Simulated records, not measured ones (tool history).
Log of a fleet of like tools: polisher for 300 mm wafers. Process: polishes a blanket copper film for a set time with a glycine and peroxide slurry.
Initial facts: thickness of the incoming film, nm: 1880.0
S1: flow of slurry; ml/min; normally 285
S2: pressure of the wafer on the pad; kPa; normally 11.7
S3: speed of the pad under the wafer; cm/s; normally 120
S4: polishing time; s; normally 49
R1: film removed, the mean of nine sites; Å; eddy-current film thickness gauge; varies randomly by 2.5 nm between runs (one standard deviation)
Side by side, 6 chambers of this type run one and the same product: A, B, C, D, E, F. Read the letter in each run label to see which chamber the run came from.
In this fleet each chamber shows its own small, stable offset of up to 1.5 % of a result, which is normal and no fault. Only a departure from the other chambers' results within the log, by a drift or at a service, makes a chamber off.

run     day   S1    S2   S3  S4      R1
 1D   0.404  285  11.7  120  49  1994.6
      0.554  -- chamber E: worn pad replaced by a new one
 2A   0.812  285  11.7  120  49  2027.9
 3C   1.067  285  11.7  120  49  1964.1
 4E   1.442  285  11.7  120  49  2002.7
      1.712  -- chamber B: worn pad replaced by a new one
 5B     1.8  360  11.7  120  49  2041.3
      1.804  -- chamber A: slurry nozzle cleaned
 6F   2.262  360  11.7  120  49    2036
      2.496  -- chamber C: worn pad replaced by a new one
      2.546  -- chamber D: worn pad replaced by a new one
 7D   2.712  360  11.7  120  49    2048
      2.796  -- chamber A: worn pad replaced by a new one
 8E   3.158  360  11.7  120  49  2009.4
      3.408  -- chamber E: slurry nozzle cleaned
 9C   3.417  360  11.7  120  49  1991.2
      3.546  -- chamber E: worn pad replaced by a new one
10A   3.658  360  11.7  120  49  2047.6
11F   4.079  285  11.7  120  49  1955.6
      4.112  -- chamber C: slurry nozzle cleaned
12B   4.288  285  11.7  120  49  1992.2
13B   4.596  285  11.7  120  49  1995.7
14C   4.912  285  11.7  120  49  1980.3
15A   5.358  285  11.7  120  49  2003.1
16D    5.65  285  11.7  120  49  1960.7
      5.671  -- chamber F: slurry nozzle cleaned
      5.896  -- chamber D: worn pad replaced by a new one
       5.95  -- chamber A: worn pad replaced by a new one
17E   6.033  285  11.7  120  49  1992.9
      6.088  -- chamber B: worn pad replaced by a new one
18F   6.354  285   7.6  120  49  1431.5
        6.5  -- chamber E: worn pad replaced by a new one
19F     6.8  285   7.6  120  49  1412.2
20A   7.012  285   7.6  120  49  1442.2
      7.233  -- chamber C: worn pad replaced by a new one
21C   7.342  285   7.6  120  49    1447
22D   7.604  285   7.6  120  49  1454.8
23B   8.038  285   7.6  120  49  1463.9
      8.383  -- chamber D: worn pad replaced by a new one
24E   8.438  285  11.7  120  49  2008.9
25D   8.858  285  11.7  120  65  2658.7
      9.042  -- chamber E: worn pad replaced by a new one
26C   9.158  285  11.7  120  65  2579.8
      9.188  -- chamber A: worn pad replaced by a new one
27F   9.417  285  11.7  120  65  2537.7
28A   9.621  285  11.7  120  65  2675.6
      9.712  -- chamber B: worn pad replaced by a new one
29E   9.988  285  11.7  120  65  2659.3
30B  10.392  285  11.7  120  65  2568.1
31D   10.85  285  11.7  120  49  1965.9
32C  11.292  285  11.7  120  49  1944.7
     11.304  -- chamber D: worn pad replaced by a new one
33E  11.575  285  11.7  120  49  2010.3
     11.917  -- chamber C: worn pad replaced by a new one
34A  11.967  285  11.7  120  49  2007.3
     12.138  -- chamber E: worn pad replaced by a new one
35F  12.279  285  11.7  120  49  1888.1
     12.329  -- chamber B: head pressure recalibrated
     12.425  -- chamber A: worn pad replaced by a new one
36B   12.65  285  11.7  120  49  2008.9
37E  13.075  285  11.7  120  49  1987.9
     13.096  -- chamber F: head pressure recalibrated
38B  13.321  285  11.7  120  49    1995
39A  13.538  285  11.7  120  49  1988.6
40C  13.788  285  11.7  120  49  1973.3
41D  13.996  285  11.7  120  49  2008.2
42F  14.296  285  11.7  120  49  1821.7
43C  14.567  285  11.7  120  49  1949.2

One chamber off, gauge drift, or nothing amiss beyond the chambers' own small offsets? If it is a chamber, which one, and what is the likeliest cause?

One chamber, F, drifts off from the rest bit by bit.
What lies behind it: removal rate lost through wear of the pad, % = 7.54.

Below are 4 candidate recipes for chamber F's next run, each the usual settings with a change, their results shown as question marks. Which of them brings F's results back in line with what the other chambers give on the usual settings?
Counts as in line when no further than this from what the other chambers average on the usual settings: R1 86 Å
44F-1  14.9  285  11.7  124  51   ?
44F-2  14.9  290  13.1  132  49   ?
44F-3  14.9  280  11.7  108  49   ?
44F-4  14.9  280  11.7   96  49   ?

What the other chambers average on the usual settings: R1 1988.9 Å
  run      R1
44F-1    1957
44F-2  2161.3
44F-3  1686.5
44F-4  1543.5
Change 44F-1 lands the chamber within the allowed miss of the other chambers.

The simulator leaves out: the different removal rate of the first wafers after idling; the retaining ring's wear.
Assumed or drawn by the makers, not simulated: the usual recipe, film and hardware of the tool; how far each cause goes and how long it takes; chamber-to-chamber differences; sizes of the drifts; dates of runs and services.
